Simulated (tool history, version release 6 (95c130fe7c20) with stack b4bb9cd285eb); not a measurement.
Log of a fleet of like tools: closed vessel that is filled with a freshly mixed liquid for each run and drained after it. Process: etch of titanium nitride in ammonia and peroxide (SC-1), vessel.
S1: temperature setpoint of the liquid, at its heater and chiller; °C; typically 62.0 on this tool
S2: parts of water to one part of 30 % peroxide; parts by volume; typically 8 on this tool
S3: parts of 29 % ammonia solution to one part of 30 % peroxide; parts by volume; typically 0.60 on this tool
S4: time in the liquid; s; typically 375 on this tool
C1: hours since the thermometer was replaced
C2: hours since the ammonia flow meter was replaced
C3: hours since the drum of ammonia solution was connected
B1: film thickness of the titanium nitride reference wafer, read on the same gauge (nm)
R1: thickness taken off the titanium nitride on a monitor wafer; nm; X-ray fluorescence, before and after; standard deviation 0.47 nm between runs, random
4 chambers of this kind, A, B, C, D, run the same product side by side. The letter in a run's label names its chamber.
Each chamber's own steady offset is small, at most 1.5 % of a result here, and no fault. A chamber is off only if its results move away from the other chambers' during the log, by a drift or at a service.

{"run": "1D", "hour": 5.2, "S1": 62.0, "S2": 8, "S3": 0.6, "S4": 375, "C1": 1126.5, "C2": 134.6, "C3": 653.9, "B1": 40.023, "R1": 53.602}
{"run": "2B", "hour": 10.9, "S1": 62.0, "S2": 8, "S3": 0.6, "S4": 375, "C1": 1687.8, "C2": 858.4, "C3": 668.2, "B1": 40.006, "R1": 55.277}
{"hour": 13.0, "done": "chamber B: ammonia flow meter replaced"}
{"run": "3C", "hour": 14.4, "S1": 62.0, "S2": 8, "S3": 0.6, "S4": 375, "C1": 606.0, "C2": 880.6, "C3": 117.6, "B1": 40.005, "R1": 55.096}
{"run": "4A", "hour": 17.9, "S1": 62.0, "S2": 8, "S3": 0.6, "S4": 375, "C1": 648.4, "C2": 580.3, "C3": 509.4, "B1": 40.001, "R1": 53.474}
{"run": "5D", "hour": 22.5, "S1": 62.0, "S2": 8, "S3": 0.6, "S4": 375, "C1": 1143.8, "C2": 151.9, "C3": 671.2, "B1": 39.998, "R1": 54.107}
{"run": "6C", "hour": 25.6, "S1": 62.0, "S2": 8, "S3": 0.6, "S4": 375, "C1": 617.2, "C2": 891.8, "C3": 128.8, "B1": 39.998, "R1": 54.865}
{"run": "7A", "hour": 29.1, "S1": 62.0, "S2": 8, "S3": 0.6, "S4": 375, "C1": 659.6, "C2": 591.5, "C3": 520.6, "B1": 40.001, "R1": 54.617}
{"run": "8B", "hour": 36.4, "S1": 62.0, "S2": 8, "S3": 0.6, "S4": 375, "C1": 1713.3, "C2": 23.4, "C3": 693.7, "B1": 39.976, "R1": 55.405}
{"run": "9A", "hour": 39.7, "S1": 62.0, "S2": 8, "S3": 0.6, "S4": 375, "C1": 670.2, "C2": 602.1, "C3": 531.2, "B1": 40.003, "R1": 54.44}
{"run": "10C", "hour": 46.1, "S1": 62.0, "S2": 8, "S3": 0.6, "S4": 375, "C1": 637.7, "C2": 912.3, "C3": 149.3, "B1": 39.989, "R1": 54.995}
{"run": "11B", "hour": 50.1, "S1": 62.0, "S2": 8, "S3": 0.6, "S4": 375, "C1": 1727.0, "C2": 37.1, "C3": 707.4, "B1": 40.011, "R1": 55.238}
{"run": "12D", "hour": 54.4, "S1": 62.0, "S2": 8, "S3": 0.6, "S4": 375, "C1": 1175.7, "C2": 183.8, "C3": 703.1, "B1": 40.002, "R1": 54.459}
{"run": "13D", "hour": 61.2, "S1": 62.0, "S2": 8, "S3": 0.6, "S4": 375, "C1": 1182.5, "C2": 190.6, "C3": 709.9, "B1": 39.98, "R1": 54.458}
{"run": "14B", "hour": 64.8, "S1": 62.0, "S2": 8, "S3": 0.6, "S4": 375, "C1": 1741.7, "C2": 51.8, "C3": 722.1, "B1": 39.986, "R1": 55.438}
{"run": "15C", "hour": 70.3, "S1": 62.0, "S2": 8, "S3": 0.6, "S4": 375, "C1": 661.9, "C2": 936.5, "C3": 173.5, "B1": 40.011, "R1": 54.113}
{"run": "16A", "hour": 76.2, "S1": 69.5, "S2": 8, "S3": 0.4, "S4": 375, "C1": 706.7, "C2": 638.6, "C3": 567.7, "B1": 39.998, "R1": 82.878}
{"run": "17B", "hour": 81.7, "S1": 69.5, "S2": 8, "S3": 0.4, "S4": 375, "C1": 1758.6, "C2": 68.7, "C3": 739.0, "B1": 39.989, "R1": 83.432}
{"run": "18D", "hour": 88.5, "S1": 69.5, "S2": 8, "S3": 0.4, "S4": 375, "C1": 1209.8, "C2": 217.9, "C3": 737.2, "B1": 39.987, "R1": 82.547}
{"hour": 95.3, "done": "chamber B: new drum of ammonia solution connected"}
{"run": "19A", "hour": 95.7, "S1": 69.5, "S2": 8, "S3": 0.4, "S4": 375, "C1": 726.2, "C2": 658.1, "C3": 587.2, "B1": 39.981, "R1": 82.644}
{"run": "20C", "hour": 99.1, "S1": 62.0, "S2": 8, "S3": 0.6, "S4": 375, "C1": 690.7, "C2": 965.3, "C3": 202.3, "B1": 40.004, "R1": 55.032}
{"run": "21B", "hour": 105.8, "S1": 62.0, "S2": 8, "S3": 0.6, "S4": 375, "C1": 1782.7, "C2": 92.8, "C3": 10.6, "B1": 40.009, "R1": 56.087}
{"run": "22A", "hour": 109.6, "S1": 62.0, "S2": 8, "S3": 0.6, "S4": 375, "C1": 740.1, "C2": 672.0, "C3": 601.1, "B1": 39.998, "R1": 56.876}
{"run": "23D", "hour": 113.1, "S1": 62.0, "S2": 8, "S3": 0.6, "S4": 375, "C1": 1234.4, "C2": 242.5, "C3": 761.8, "B1": 39.989, "R1": 53.553}
{"run": "24C", "hour": 116.5, "S1": 62.0, "S2": 8, "S3": 0.6, "S4": 375, "C1": 708.1, "C2": 982.7, "C3": 219.7, "B1": 40.023, "R1": 53.697}
{"run": "25B", "hour": 120.1, "S1": 62.0, "S2": 8, "S3": 0.6, "S4": 375, "C1": 1797.0, "C2": 107.1, "C3": 24.9, "B1": 39.992, "R1": 55.865}
{"run": "26D", "hour": 125.1, "S1": 56.5, "S2": 8, "S3": 0.85, "S4": 375, "C1": 1246.4, "C2": 254.5, "C3": 773.8, "B1": 39.987, "R1": 39.682}
{"run": "27A", "hour": 131.4, "S1": 56.5, "S2": 8, "S3": 0.85, "S4": 375, "C1": 761.9, "C2": 693.8, "C3": 622.9, "B1": 40.002, "R1": 43.12}
{"run": "28C", "hour": 137.4, "S1": 56.5, "S2": 8, "S3": 0.85, "S4": 375, "C1": 729.0, "C2": 1003.6, "C3": 240.6, "B1": 40.024, "R1": 40.145}
{"run": "29C", "hour": 142.6, "S1": 56.5, "S2": 8, "S3": 0.85, "S4": 375, "C1": 734.2, "C2": 1008.8, "C3": 245.8, "B1": 40.011, "R1": 40.435}
{"run": "30B", "hour": 148.7, "S1": 62.0, "S2": 8, "S3": 0.6, "S4": 375, "C1": 1825.6, "C2": 135.7, "C3": 53.5, "B1": 39.997, "R1": 56.347}
{"hour": 149.0, "done": "chamber A: new drum of ammonia solution connected"}
{"run": "31A", "hour": 153.7, "S1": 62.0, "S2": 8, "S3": 0.6, "S4": 375, "C1": 784.2, "C2": 716.1, "C3": 4.8, "B1": 40.008, "R1": 59.321}
{"run": "32D", "hour": 159.9, "S1": 62.0, "S2": 8, "S3": 0.6, "S4": 375, "C1": 1281.2, "C2": 289.3, "C3": 808.6, "B1": 40.012, "R1": 53.985}
{"run": "33D", "hour": 165.2, "S1": 62.0, "S2": 8, "S3": 0.6, "S4": 375, "C1": 1286.5, "C2": 294.6, "C3": 813.9, "B1": 39.997, "R1": 54.596}
{"run": "34B", "hour": 171.8, "S1": 62.0, "S2": 8, "S3": 0.6, "S4": 375, "C1": 1848.7, "C2": 158.8, "C3": 76.6, "B1": 40.028, "R1": 55.419}
{"run": "35A", "hour": 176.0, "S1": 62.0, "S2": 8, "S3": 0.6, "S4": 375, "C1": 806.5, "C2": 738.4, "C3": 27.1, "B1": 40.012, "R1": 59.511}
{"run": "36C", "hour": 183.1, "S1": 62.0, "S2": 8, "S3": 0.6, "S4": 375, "C1": 774.7, "C2": 1049.3, "C3": 286.3, "B1": 39.974, "R1": 54.059}

Predict what each chamber gives when all 4 of them run the settings below next.
{"run": "37A", "hour": 188.3, "S1": 62.0, "S2": 8, "S3": 0.6, "S4": 375, "R1": "?"}
{"run": "37B", "hour": 188.3, "S1": 62.0, "S2": 8, "S3": 0.6, "S4": 375, "R1": "?"}
{"run": "37C", "hour": 188.3, "S1": 62.0, "S2": 8, "S3": 0.6, "S4": 375, "R1": "?"}
{"run": "37D", "hour": 188.3, "S1": 62.0, "S2": 8, "S3": 0.6, "S4": 375, "R1": "?"}

run=37A R1=59.675
run=37B R1=56.149
run=37C R1=55.809
run=37D R1=54.349
